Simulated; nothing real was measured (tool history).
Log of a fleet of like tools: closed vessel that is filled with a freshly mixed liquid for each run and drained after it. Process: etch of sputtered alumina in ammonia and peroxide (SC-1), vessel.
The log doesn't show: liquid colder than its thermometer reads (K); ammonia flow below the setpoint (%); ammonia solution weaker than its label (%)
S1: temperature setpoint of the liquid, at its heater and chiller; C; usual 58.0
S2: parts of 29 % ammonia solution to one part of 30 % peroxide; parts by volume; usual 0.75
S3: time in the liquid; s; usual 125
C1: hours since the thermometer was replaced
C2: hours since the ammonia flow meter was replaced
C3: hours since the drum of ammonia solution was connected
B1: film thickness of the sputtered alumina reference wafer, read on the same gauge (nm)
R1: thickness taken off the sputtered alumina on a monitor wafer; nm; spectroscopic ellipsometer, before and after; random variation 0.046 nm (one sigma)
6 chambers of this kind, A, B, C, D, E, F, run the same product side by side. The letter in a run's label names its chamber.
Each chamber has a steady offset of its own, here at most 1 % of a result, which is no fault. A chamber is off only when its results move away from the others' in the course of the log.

| run | hour | S1 | S2 | S3 | C1 | C2 | C3 | B1 | R1 |
|---|---|---|---|---|---|---|---|---|---|
| 1D | 7.6 | 58.0 | 0.75 | 125 | 738.4 | 703.8 | 372.3 | 79.938 | 9.1562 |
| 2A | 15.7 | 58.0 | 0.75 | 125 | 506.2 | 112.3 | 212.7 | 80.016 | 9.2960 |
| 3E | 26.9 | 58.0 | 0.75 | 125 | 513.5 | 69.6 | 627.1 | 80.002 | 9.2975 |
| 4B | 35.4 | 58.0 | 0.75 | 125 | 99.5 | 1640.9 | 48.3 | 79.975 | 9.2783 |
| 5F | 46.0 | 58.0 | 0.75 | 125 | 439.9 | 1614.5 | 150.6 | 80.007 | 9.2504 |
| 6C | 54.3 | 58.0 | 0.75 | 125 | 736.1 | 2553.0 | 294.1 | 79.997 | 9.1895 |
|  | 57.4 | chamber C: new drum of ammonia solution connected |
| 7C | 64.1 | 58.0 | 0.75 | 125 | 745.9 | 2562.8 | 6.7 | 79.971 | 9.1086 |
| 8A | 73.5 | 58.0 | 0.75 | 125 | 564.0 | 170.1 | 270.5 | 79.999 | 9.2693 |
| 9E | 79.5 | 58.0 | 0.75 | 125 | 566.1 | 122.2 | 679.7 | 80.018 | 9.3220 |
| 10B | 89.3 | 58.0 | 0.60 | 125 | 153.4 | 1694.8 | 102.2 | 80.001 | 9.0546 |
| 11F | 98.1 | 58.0 | 0.60 | 125 | 492.0 | 1666.6 | 202.7 | 80.026 | 8.9780 |
|  | 103.5 | chamber C: thermometer replaced |
| 12D | 107.0 | 58.0 | 0.60 | 125 | 837.8 | 803.2 | 471.7 | 80.025 | 8.9615 |
| 13A | 112.4 | 58.0 | 0.60 | 125 | 602.9 | 209.0 | 309.4 | 80.005 | 9.0996 |
|  | 120.8 | chamber C: ammonia flow meter replaced |
| 14E | 122.2 | 58.0 | 0.60 | 125 | 608.8 | 164.9 | 722.4 | 79.992 | 9.0553 |
| 15F | 128.4 | 58.0 | 0.60 | 125 | 522.3 | 1696.9 | 233.0 | 80.019 | 9.0200 |
| 16B | 139.4 | 58.0 | 0.75 | 125 | 203.5 | 1744.9 | 152.3 | 79.985 | 9.1848 |
| 17C | 146.9 | 58.0 | 0.75 | 125 | 43.5 | 26.2 | 89.5 | 80.005 | 9.2831 |
| 18D | 157.1 | 58.0 | 0.75 | 125 | 887.9 | 853.3 | 521.8 | 80.001 | 9.2431 |
|  | 160.7 | chamber B: ammonia flow meter replaced |
| 19C | 166.1 | 58.0 | 0.75 | 125 | 62.7 | 45.4 | 108.7 | 79.996 | 9.1528 |
| 20F | 173.4 | 58.0 | 0.75 | 125 | 567.3 | 1741.9 | 278.0 | 80.057 | 9.2897 |
| 21A | 179.1 | 58.0 | 0.75 | 125 | 669.6 | 275.7 | 376.1 | 80.017 | 9.1269 |
| 22E | 189.7 | 63.5 | 0.75 | 125 | 676.3 | 232.4 | 789.9 | 80.015 | 12.3290 |
| 23D | 199.2 | 63.5 | 0.75 | 125 | 930.0 | 895.4 | 563.9 | 79.995 | 12.1790 |
| 24B | 205.7 | 63.5 | 0.75 | 125 | 269.8 | 45.1 | 218.6 | 79.973 | 12.1950 |
|  | 214.5 | chamber B: new drum of ammonia solution connected |
| 25A | 216.1 | 63.5 | 0.75 | 125 | 706.6 | 312.7 | 413.1 | 80.007 | 11.9830 |
| 26C | 223.0 | 63.5 | 0.75 | 125 | 119.6 | 102.3 | 165.6 | 79.945 | 12.0340 |
| 27F | 229.8 | 63.5 | 0.75 | 125 | 623.7 | 1798.3 | 334.4 | 80.016 | 12.2430 |
| 28E | 240.9 | 58.0 | 0.75 | 125 | 727.5 | 283.6 | 841.1 | 79.997 | 9.3284 |
| 29D | 250.7 | 58.0 | 0.75 | 155 | 981.5 | 946.9 | 615.4 | 80.023 | 11.4310 |
| 30B | 261.5 | 58.0 | 0.75 | 155 | 325.6 | 100.9 | 47.1 | 80.022 | 11.4540 |
|  | 264.2 | chamber F: thermometer replaced |
| 31B | 268.4 | 58.0 | 0.75 | 155 | 332.5 | 107.8 | 54.0 | 80.017 | 11.4540 |
| 32E | 275.4 | 58.0 | 0.75 | 155 | 762.0 | 318.1 | 875.6 | 80.061 | 11.6430 |
| 33F | 282.6 | 58.0 | 0.75 | 155 | 18.4 | 1851.1 | 387.2 | 79.971 | 11.4700 |
|  | 287.2 | chamber D: ammonia flow meter replaced |
| 34A | 293.8 | 58.0 | 0.75 | 155 | 784.3 | 390.4 | 490.8 | 80.000 | 11.0760 |
| 35D | 301.4 | 58.0 | 0.75 | 125 | 1032.2 | 14.2 | 666.1 | 79.973 | 9.2205 |
| 36C | 308.3 | 58.0 | 0.75 | 125 | 204.9 | 187.6 | 250.9 | 79.952 | 9.1576 |
| 37E | 317.6 | 58.0 | 0.75 | 125 | 804.2 | 360.3 | 917.8 | 79.982 | 9.3432 |
|  | 321.5 | chamber C: new drum of ammonia solution connected |
| 38C | 325.7 | 58.0 | 0.75 | 125 | 222.3 | 205.0 | 4.3 | 80.015 | 9.2081 |
| 39A | 331.8 | 58.0 | 0.75 | 125 | 822.3 | 428.4 | 528.8 | 79.981 | 8.7518 |
| 40D | 341.5 | 58.0 | 0.75 | 125 | 1072.3 | 54.3 | 706.2 | 79.979 | 9.2458 |

Next, every chamber runs the same settings. What will each give?
| 41A | 350.1 | 58.0 | 0.75 | 125 |  |  |  |  | ? |
| 41B | 350.1 | 58.0 | 0.75 | 125 |  |  |  |  | ? |
| 41C | 350.1 | 58.0 | 0.75 | 125 |  |  |  |  | ? |
| 41D | 350.1 | 58.0 | 0.75 | 125 |  |  |  |  | ? |
| 41E | 350.1 | 58.0 | 0.75 | 125 |  |  |  |  | ? |
| 41F | 350.1 | 58.0 | 0.75 | 125 |  |  |  |  | ? |

| run | R1 |
|---|---|
| 41A | 8.7659 |
| 41B | 9.2229 |
| 41C | 9.2050 |
| 41D | 9.1441 |
| 41E | 9.3313 |
| 41F | 9.2270 |
